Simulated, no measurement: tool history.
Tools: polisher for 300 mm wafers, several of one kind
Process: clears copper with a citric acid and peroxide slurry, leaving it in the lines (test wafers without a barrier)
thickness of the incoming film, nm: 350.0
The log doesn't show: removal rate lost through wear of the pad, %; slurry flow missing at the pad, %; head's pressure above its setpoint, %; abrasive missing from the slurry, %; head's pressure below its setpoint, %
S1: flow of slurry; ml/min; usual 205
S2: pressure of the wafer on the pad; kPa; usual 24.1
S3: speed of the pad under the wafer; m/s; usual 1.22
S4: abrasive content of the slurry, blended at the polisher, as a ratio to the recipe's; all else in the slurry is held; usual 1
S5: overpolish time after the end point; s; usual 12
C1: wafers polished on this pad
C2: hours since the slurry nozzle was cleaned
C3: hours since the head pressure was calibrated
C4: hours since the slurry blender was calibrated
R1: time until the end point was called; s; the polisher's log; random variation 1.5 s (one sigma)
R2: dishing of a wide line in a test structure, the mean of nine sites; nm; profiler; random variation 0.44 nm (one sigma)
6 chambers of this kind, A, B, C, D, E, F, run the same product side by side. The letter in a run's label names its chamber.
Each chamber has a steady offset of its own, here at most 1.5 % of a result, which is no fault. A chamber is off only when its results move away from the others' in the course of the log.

Run 1C, day 0.312: usual settings; C1 406; C2 564.8; C3 352.1; C4 66.9. Result: R1 125.31 s, R2 21.427 nm.
Run 2E, day 0.617: usual settings; C1 532; C2 75.8; C3 848.6; C4 38.8. Result: R1 128.47 s, R2 21.999 nm.
At day 0.646: chamber F: worn pad replaced by a new one.
Run 3B, day 1.125: usual settings; C1 1068; C2 251.4; C3 73.9; C4 83.8. Result: R1 125.22 s, R2 21.577 nm.
Run 4F, day 1.367: usual settings; C1 180; C2 34.5; C3 340.6; C4 139.8. Result: R1 126.28 s, R2 21.944 nm.
At day 1.554: chamber A: slurry nozzle cleaned.
At day 1.604: chamber C: worn pad replaced by a new one.
Run 5D, day 1.696: usual settings; C1 1169; C2 385.9; C3 644.1; C4 361.7. Result: R1 125.82 s, R2 21.29 nm.
At day 1.942: chamber C: slurry blender recalibrated.
Run 6A, day 1.967: usual settings but S1 140 ml/min; C1 663; C2 9.9; C3 229.4; C4 107.1. Result: R1 137.44 s, R2 21.488 nm.
Run 7F, day 2.325: usual settings but S1 140 ml/min; C1 419; C2 57.5; C3 363.6; C4 162.8. Result: R1 132.09 s, R2 20.488 nm.
At day 2.533: chamber E: worn pad replaced by a new one.
At day 2.604: chamber B: worn pad replaced by a new one.
Run 8D, day 2.792: usual settings but S1 140 ml/min; C1 1442; C2 412.2; C3 670.4; C4 388. Result: R1 135.4 s, R2 21.165 nm.
At day 3.208: chamber E: head pressure recalibrated.
Run 9E, day 3.3: usual settings but S1 140 ml/min; C1 191; C2 140.2; C3 2.3; C4 103.2. Result: R1 137.04 s, R2 20.974 nm.
Run 10B, day 3.708: usual settings but S1 140 ml/min; C1 275; C2 313.4; C3 135.9; C4 145.8. Result: R1 134.78 s, R2 20.487 nm.
Run 11C, day 4.012: usual settings but S1 140 ml/min; C1 599; C2 653.6; C3 440.9; C4 49.7. Result: R1 133.96 s, R2 20.477 nm.
At day 4.254: chamber F: worn pad replaced by a new one.
Run 12A, day 4.512: usual settings but S3 1.08 m/s, S4 0.7; C1 1297; C2 71; C3 290.5; C4 168.2. Result: R1 157.96 s, R2 18.522 nm.
Run 13C, day 4.875: usual settings but S3 1.08 m/s, S4 0.7; C1 814; C2 674.3; C3 461.6; C4 70.4. Result: R1 149.78 s, R2 18.279 nm.
At day 5.112: chamber A: worn pad replaced by a new one.
Run 14E, day 5.212: usual settings but S3 1.08 m/s, S4 0.7; C1 668; C2 186.1; C3 48.2; C4 149.1. Result: R1 154.5 s, R2 18.305 nm.
At day 5.254: chamber D: slurry blender recalibrated.
At day 5.312: chamber C: worn pad replaced by a new one.
Run 15D, day 5.462: usual settings but S3 1.08 m/s, S4 0.7; C1 2107; C2 476.3; C3 734.5; C4 5.1. Result: R1 157.31 s, R2 17.429 nm.
At day 5.533: chamber A: slurry blender recalibrated.
Run 16A, day 5.796: usual settings but S3 1.08 m/s, S4 0.7; C1 170; C2 101.8; C3 321.3; C4 6.3. Result: R1 153.5 s, R2 18.61 nm.
At day 6.154: chamber E: worn pad replaced by a new one.
Run 17B, day 6.325: usual settings but S3 1.08 m/s, S4 0.7; C1 926; C2 376.2; C3 198.7; C4 208.6. Result: R1 153.38 s, R2 18.742 nm.
At day 6.367: chamber E: slurry blender recalibrated.
Run 18F, day 6.638: usual settings; C1 594; C2 161; C3 467.1; C4 266.3. Result: R1 124.04 s, R2 21.861 nm.
At day 6.812: chamber C: slurry blender recalibrated.
Run 19B, day 6.992: usual settings; C1 1092; C2 392.2; C3 214.7; C4 224.6. Result: R1 127.59 s, R2 21.637 nm.
At day 7.142: chamber A: head pressure recalibrated.
At day 7.267: chamber F: slurry blender recalibrated.
Run 20E, day 7.375: usual settings; C1 304; C2 238; C3 100.1; C4 24.2. Result: R1 124.57 s, R2 21.536 nm.
Run 21D, day 7.7: usual settings; C1 2664; C2 530; C3 788.2; C4 58.8. Result: R1 133.09 s, R2 20.822 nm.
At day 7.9: chamber B: worn pad replaced by a new one.
Run 22A, day 8.096: usual settings; C1 743; C2 157; C3 22.9; C4 61.5. Result: R1 127.46 s, R2 21.672 nm.
At day 8.158: chamber F: worn pad replaced by a new one.
At day 8.258: chamber C: slurry nozzle cleaned.
At day 8.483: chamber C: worn pad replaced by a new one.
Run 23F, day 8.571: usual settings; C1 103; C2 207.4; C3 513.5; C4 31.4. Result: R1 127.26 s, R2 21.979 nm.
Run 24C, day 8.838: usual settings; C1 88; C2 14; C3 556.7; C4 48.7. Result: R1 125.01 s, R2 22.191 nm.
At day 9.358: chamber E: worn pad replaced by a new one.
Run 25F, day 9.375: usual settings; C1 303; C2 226.7; C3 532.8; C4 50.7. Result: R1 125.98 s, R2 21.375 nm.
Run 26A, day 9.896: usual settings; C1 1191; C2 200.2; C3 66.1; C4 104.7. Result: R1 127.82 s, R2 21.515 nm.
At day 10.262: chamber A: worn pad replaced by a new one.
Run 27D, day 10.4: usual settings; C1 3337; C2 594.8; C3 853; C4 123.6. Result: R1 135.77 s, R2 20.82 nm.
At day 10.404: chamber C: head pressure recalibrated.
At day 10.504: chamber D: head pressure recalibrated.
At day 10.529: chamber A: slurry nozzle cleaned.
Run 28B, day 10.838: usual settings; C1 732; C2 484.5; C3 307; C4 316.9. Result: R1 127.93 s, R2 21.685 nm.
Run 29E, day 11.262: usual settings; C1 475; C2 331.3; C3 193.4; C4 117.5. Result: R1 129.73 s, R2 21.625 nm.
At day 11.496: chamber F: worn pad replaced by a new one.
Run 30C, day 11.621: usual settings; C1 781; C2 80.8; C3 29.2; C4 115.5. Result: R1 124.15 s, R2 21.977 nm.
At day 11.85: chamber C: slurry blender recalibrated.
Run 31F, day 11.896: usual settings; C1 99; C2 287.2; C3 593.3; C4 111.2. Result: R1 126 s, R2 22.12 nm.
At day 12.096: chamber C: worn pad replaced by a new one.
At day 12.212: chamber F: head pressure recalibrated.
Run 32B, day 12.308: usual settings; C1 1098; C2 519.8; C3 342.3; C4 352.2. Result: R1 127 s, R2 21.435 nm.
Run 33A, day 12.779: usual settings; C1 626; C2 54.1; C3 135.3; C4 173.9. Result: R1 129.66 s, R2 20.743 nm.
At day 12.904: chamber E: worn pad replaced by a new one.
At day 13.071: chamber E: slurry nozzle cleaned.
Run 34D, day 13.238: usual settings but S1 245 ml/min; C1 4043; C2 662.9; C3 65.6; C4 191.7. Result: R1 135.01 s, R2 20.612 nm.
At day 13.421: chamber A: slurry blender recalibrated.
Run 35C, day 13.692: usual settings but S1 245 ml/min; C1 398; C2 130.5; C3 78.9; C4 44.2. Result: R1 120.87 s, R2 22.075 nm.
At day 13.904: chamber E: slurry blender recalibrated.
At day 14: chamber B: worn pad replaced by a new one.
Run 36E, day 14.15: usual settings but S1 245 ml/min; C1 310; C2 26; C3 262.7; C4 5.9. Result: R1 125.77 s, R2 22.061 nm.
Run 37D, day 14.617: usual settings but S1 245 ml/min; C1 4386; C2 696; C3 98.7; C4 224.8. Result: R1 132.53 s, R2 20.691 nm.
At day 14.979: chamber C: worn pad replaced by a new one.
Run 38F, day 15.071: usual settings but S1 245 ml/min; C1 890; C2 363.4; C3 68.7; C4 187.4. Result: R1 125.38 s, R2 22.519 nm.
Run 39E, day 15.325: usual settings but S1 245 ml/min; C1 602; C2 54.2; C3 290.9; C4 34.1. Result: R1 126.45 s, R2 22.111 nm.
Run 40B, day 15.65: usual settings; C1 411; C2 600; C3 422.5; C4 432.4. Result: R1 128.55 s, R2 21.69 nm.
Run 41C, day 16.071: usual settings; C1 272; C2 187.6; C3 136; C4 101.3. Result: R1 125.46 s, R2 20.701 nm.
At day 16.358: chamber A: worn pad replaced by a new one.
Run 42A, day 16.471: usual settings but S2 15.9 kPa, S4 0.75; C1 28; C2 142.7; C3 223.9; C4 73.3. Result: R1 204.36 s, R2 14.957 nm.
Run 43A, day 16.879: usual settings but S2 15.9 kPa, S4 0.75; C1 130; C2 152.5; C3 233.7; C4 83.1. Result: R1 203.48 s, R2 14.19 nm.

Next, every chamber runs the same settings. What will each give?
Run 44A, day 17.262: usual settings but S1 175 ml/min. Result: R1 ?, R2 ?.
Run 44B, day 17.262: usual settings but S1 175 ml/min. Result: R1 ?, R2 ?.
Run 44C, day 17.262: usual settings but S1 175 ml/min. Result: R1 ?, R2 ?.
Run 44D, day 17.262: usual settings but S1 175 ml/min. Result: R1 ?, R2 ?.
Run 44E, day 17.262: usual settings but S1 175 ml/min. Result: R1 ?, R2 ?.
Run 44F, day 17.262: usual settings but S1 175 ml/min. Result: R1 ?, R2 ?.

run      R1      R2
44A  129.33  21.373
44B  130.23  20.527
44C  130.17  21.674
44D  146.36  19.611
44E  129.75  20.932
44F  131.44   21.33

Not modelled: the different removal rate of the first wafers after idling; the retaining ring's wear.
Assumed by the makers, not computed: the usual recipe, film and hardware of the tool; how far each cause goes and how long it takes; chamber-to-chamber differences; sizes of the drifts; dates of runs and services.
